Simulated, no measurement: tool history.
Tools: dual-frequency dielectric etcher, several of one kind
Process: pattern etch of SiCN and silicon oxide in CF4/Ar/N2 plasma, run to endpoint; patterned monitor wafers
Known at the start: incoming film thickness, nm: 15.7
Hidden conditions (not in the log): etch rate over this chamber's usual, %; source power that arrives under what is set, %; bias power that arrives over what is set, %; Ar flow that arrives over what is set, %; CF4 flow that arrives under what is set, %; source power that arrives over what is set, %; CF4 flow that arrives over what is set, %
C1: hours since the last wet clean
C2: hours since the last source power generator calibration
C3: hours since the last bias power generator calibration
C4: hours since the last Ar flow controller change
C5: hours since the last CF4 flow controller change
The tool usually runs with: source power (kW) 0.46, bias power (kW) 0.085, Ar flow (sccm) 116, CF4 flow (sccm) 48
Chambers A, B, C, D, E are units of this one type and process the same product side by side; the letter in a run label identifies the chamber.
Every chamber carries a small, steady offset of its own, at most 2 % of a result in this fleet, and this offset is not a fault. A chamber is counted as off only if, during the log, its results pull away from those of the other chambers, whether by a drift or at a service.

run 1A hour=6.6 | source_power_(kW)=0.46 bias_power_(kW)=0.085 Ar_flow_(sccm)=116 CF4_flow_(sccm)=48 | C1=362.7 C2=570 C3=868.3 C4=704.1 C5=487.1 | endpoint_time_(s)=18.242
run 2E hour=13.6 | source_power_(kW)=0.46 bias_power_(kW)=0.085 Ar_flow_(sccm)=116 CF4_flow_(sccm)=48 | C1=271.1 C2=1038.4 C3=1630.7 C4=1377.1 C5=274.4 | endpoint_time_(s)=18.213
run 3D hour=17.1 | source_power_(kW)=0.46 bias_power_(kW)=0.085 Ar_flow_(sccm)=116 CF4_flow_(sccm)=48 | C1=269.6 C2=984.9 C3=1591.5 C4=111.1 C5=2026.3 | endpoint_time_(s)=18.205
run 4C hour=21.6 | source_power_(kW)=0.46 bias_power_(kW)=0.085 Ar_flow_(sccm)=116 CF4_flow_(sccm)=48 | C1=70.7 C2=2803.5 C3=507.5 C4=539.4 C5=763.6 | endpoint_time_(s)=18.203
run 5B hour=26.5 | source_power_(kW)=0.52 bias_power_(kW)=0.085 Ar_flow_(sccm)=116 CF4_flow_(sccm)=48 | C1=190.9 C2=1639.8 C3=1754.7 C4=4286.7 C5=2379.6 | endpoint_time_(s)=16.485
run 6A hour=33.8 | source_power_(kW)=0.52 bias_power_(kW)=0.085 Ar_flow_(sccm)=116 CF4_flow_(sccm)=48 | C1=389.9 C2=597.2 C3=895.5 C4=731.3 C5=514.3 | endpoint_time_(s)=16.281
run 7C hour=37.3 | source_power_(kW)=0.52 bias_power_(kW)=0.085 Ar_flow_(sccm)=116 CF4_flow_(sccm)=48 | C1=86.4 C2=2819.2 C3=523.2 C4=555.1 C5=779.3 | endpoint_time_(s)=16.362
run 8D hour=43.1 | source_power_(kW)=0.52 bias_power_(kW)=0.085 Ar_flow_(sccm)=116 CF4_flow_(sccm)=48 | C1=295.6 C2=1010.9 C3=1617.5 C4=137.1 C5=2052.3 | endpoint_time_(s)=16.171
run 9B hour=48.2 | source_power_(kW)=0.52 bias_power_(kW)=0.085 Ar_flow_(sccm)=116 CF4_flow_(sccm)=48 | C1=212.6 C2=1661.5 C3=1776.4 C4=4308.4 C5=2401.3 | endpoint_time_(s)=16.487
-- hour=50.7 chamber A: wet clean of the chamber
run 10E hour=53.9 | source_power_(kW)=0.46 bias_power_(kW)=0.085 Ar_flow_(sccm)=116 CF4_flow_(sccm)=48 | C1=311.4 C2=1078.7 C3=1671 C4=1417.4 C5=314.7 | endpoint_time_(s)=18.139
run 11A hour=58.6 | source_power_(kW)=0.46 bias_power_(kW)=0.085 Ar_flow_(sccm)=116 CF4_flow_(sccm)=48 | C1=7.9 C2=622 C3=920.3 C4=756.1 C5=539.1 | endpoint_time_(s)=18.167
run 12D hour=63.2 | source_power_(kW)=0.46 bias_power_(kW)=0.085 Ar_flow_(sccm)=116 CF4_flow_(sccm)=48 | C1=315.7 C2=1031 C3=1637.6 C4=157.2 C5=2072.4 | endpoint_time_(s)=18.002
run 13E hour=69.7 | source_power_(kW)=0.46 bias_power_(kW)=0.085 Ar_flow_(sccm)=116 CF4_flow_(sccm)=48 | C1=327.2 C2=1094.5 C3=1686.8 C4=1433.2 C5=330.5 | endpoint_time_(s)=18.392
run 14B hour=73.4 | source_power_(kW)=0.4 bias_power_(kW)=0.085 Ar_flow_(sccm)=116 CF4_flow_(sccm)=48 | C1=237.8 C2=1686.7 C3=1801.6 C4=4333.6 C5=2426.5 | endpoint_time_(s)=20.541
run 15C hour=78.9 | source_power_(kW)=0.4 bias_power_(kW)=0.085 Ar_flow_(sccm)=116 CF4_flow_(sccm)=48 | C1=128 C2=2860.8 C3=564.8 C4=596.7 C5=820.9 | endpoint_time_(s)=20.502
run 16C hour=83.6 | source_power_(kW)=0.4 bias_power_(kW)=0.085 Ar_flow_(sccm)=116 CF4_flow_(sccm)=48 | C1=132.7 C2=2865.5 C3=569.5 C4=601.4 C5=825.6 | endpoint_time_(s)=20.519
run 17E hour=88.7 | source_power_(kW)=0.4 bias_power_(kW)=0.085 Ar_flow_(sccm)=116 CF4_flow_(sccm)=48 | C1=346.2 C2=1113.5 C3=1705.8 C4=1452.2 C5=349.5 | endpoint_time_(s)=20.724
run 18B hour=92.9 | source_power_(kW)=0.4 bias_power_(kW)=0.085 Ar_flow_(sccm)=116 CF4_flow_(sccm)=48 | C1=257.3 C2=1706.2 C3=1821.1 C4=4353.1 C5=2446 | endpoint_time_(s)=20.69
run 19A hour=96.4 | source_power_(kW)=0.39 bias_power_(kW)=0.097 Ar_flow_(sccm)=116 CF4_flow_(sccm)=48 | C1=45.7 C2=659.8 C3=958.1 C4=793.9 C5=576.9 | endpoint_time_(s)=20.26
run 20D hour=100.6 | source_power_(kW)=0.39 bias_power_(kW)=0.097 Ar_flow_(sccm)=116 CF4_flow_(sccm)=48 | C1=353.1 C2=1068.4 C3=1675 C4=194.6 C5=2109.8 | endpoint_time_(s)=19.759
run 21A hour=106.5 | source_power_(kW)=0.39 bias_power_(kW)=0.097 Ar_flow_(sccm)=116 CF4_flow_(sccm)=48 | C1=55.8 C2=669.9 C3=968.2 C4=804 C5=587 | endpoint_time_(s)=20.273
run 22C hour=111.8 | source_power_(kW)=0.39 bias_power_(kW)=0.097 Ar_flow_(sccm)=116 CF4_flow_(sccm)=48 | C1=160.9 C2=2893.7 C3=597.7 C4=629.6 C5=853.8 | endpoint_time_(s)=20.05
run 23D hour=116.2 | source_power_(kW)=0.39 bias_power_(kW)=0.097 Ar_flow_(sccm)=116 CF4_flow_(sccm)=48 | C1=368.7 C2=1084 C3=1690.6 C4=210.2 C5=2125.4 | endpoint_time_(s)=19.794
run 24E hour=123.5 | source_power_(kW)=0.46 bias_power_(kW)=0.085 Ar_flow_(sccm)=116 CF4_flow_(sccm)=48 | C1=381 C2=1148.3 C3=1740.6 C4=1487 C5=384.3 | endpoint_time_(s)=18.318
run 25B hour=128.8 | source_power_(kW)=0.46 bias_power_(kW)=0.085 Ar_flow_(sccm)=116 CF4_flow_(sccm)=48 | C1=293.2 C2=1742.1 C3=1857 C4=4389 C5=2481.9 | endpoint_time_(s)=18.436
run 26E hour=136.3 | source_power_(kW)=0.46 bias_power_(kW)=0.085 Ar_flow_(sccm)=116 CF4_flow_(sccm)=48 | C1=393.8 C2=1161.1 C3=1753.4 C4=1499.8 C5=397.1 | endpoint_time_(s)=18.253
run 27B hour=140.9 | source_power_(kW)=0.46 bias_power_(kW)=0.085 Ar_flow_(sccm)=116 CF4_flow_(sccm)=48 | C1=305.3 C2=1754.2 C3=1869.1 C4=4401.1 C5=2494 | endpoint_time_(s)=18.422
run 28D hour=145.9 | source_power_(kW)=0.46 bias_power_(kW)=0.085 Ar_flow_(sccm)=116 CF4_flow_(sccm)=48 | C1=398.4 C2=1113.7 C3=1720.3 C4=239.9 C5=2155.1 | endpoint_time_(s)=18.002
run 29A hour=150.6 | source_power_(kW)=0.46 bias_power_(kW)=0.085 Ar_flow_(sccm)=116 CF4_flow_(sccm)=48 | C1=99.9 C2=714 C3=1012.3 C4=848.1 C5=631.1 | endpoint_time_(s)=18.552
run 30C hour=155.2 | source_power_(kW)=0.46 bias_power_(kW)=0.085 Ar_flow_(sccm)=116 CF4_flow_(sccm)=48 | C1=204.3 C2=2937.1 C3=641.1 C4=673 C5=897.2 | endpoint_time_(s)=18.258
run 31D hour=162.3 | source_power_(kW)=0.46 bias_power_(kW)=0.085 Ar_flow_(sccm)=116 CF4_flow_(sccm)=48 | C1=414.8 C2=1130.1 C3=1736.7 C4=256.3 C5=2171.5 | endpoint_time_(s)=18.012
run 32C hour=166.5 | source_power_(kW)=0.46 bias_power_(kW)=0.085 Ar_flow_(sccm)=116 CF4_flow_(sccm)=48 | C1=215.6 C2=2948.4 C3=652.4 C4=684.3 C5=908.5 | endpoint_time_(s)=18.205
run 33A hour=173.9 | source_power_(kW)=0.46 bias_power_(kW)=0.085 Ar_flow_(sccm)=116 CF4_flow_(sccm)=48 | C1=123.2 C2=737.3 C3=1035.6 C4=871.4 C5=654.4 | endpoint_time_(s)=18.795
run 34E hour=178.2 | source_power_(kW)=0.46 bias_power_(kW)=0.085 Ar_flow_(sccm)=116 CF4_flow_(sccm)=48 | C1=435.7 C2=1203 C3=1795.3 C4=1541.7 C5=439 | endpoint_time_(s)=18.342
run 35B hour=183 | source_power_(kW)=0.46 bias_power_(kW)=0.085 Ar_flow_(sccm)=116 CF4_flow_(sccm)=48 | C1=347.4 C2=1796.3 C3=1911.2 C4=4443.2 C5=2536.1 | endpoint_time_(s)=18.442
run 36B hour=190.5 | source_power_(kW)=0.46 bias_power_(kW)=0.085 Ar_flow_(sccm)=116 CF4_flow_(sccm)=48 | C1=354.9 C2=1803.8 C3=1918.7 C4=4450.7 C5=2543.6 | endpoint_time_(s)=18.245

One chamber off, gauge drift, or nothing amiss beyond the chambers' own small offsets? If it is a chamber, which one, and what is the likeliest cause?

One chamber, A, drifts off from the rest bit by bit.
Cause: source power that arrives under what is set, % = 3.76.

Below are 4 candidate recipes for chamber A's next run, each the usual settings with a change, their results shown as question marks. Which of them brings A's results back in line with what the other chambers give on the usual settings?
A result is in line if it is within this distance of the other chambers' mean on the usual settings: endpoint time (s) 0.32
run 37A-1 hour=195.9 | source_power_(kW)=0.43 bias_power_(kW)=0.083 Ar_flow_(sccm)=116 CF4_flow_(sccm)=48 | endpoint_time_(s)=?
run 37A-2 hour=195.9 | source_power_(kW)=0.49 bias_power_(kW)=0.087 Ar_flow_(sccm)=116 CF4_flow_(sccm)=48 | endpoint_time_(s)=?
run 37A-3 hour=195.9 | source_power_(kW)=0.46 bias_power_(kW)=0.08 Ar_flow_(sccm)=119 CF4_flow_(sccm)=47 | endpoint_time_(s)=?
run 37A-4 hour=195.9 | source_power_(kW)=0.46 bias_power_(kW)=0.09 Ar_flow_(sccm)=113 CF4_flow_(sccm)=49 | endpoint_time_(s)=?

The mean the other chambers reach with the usual settings: endpoint time (s) 18.21
run=37A-1 endpoint_time_(s)=20.101
run=37A-2 endpoint_time_(s)=17.599
run=37A-3 endpoint_time_(s)=19.347
run=37A-4 endpoint_time_(s)=18.237
With 37A-4, the chamber falls back in line with the rest.
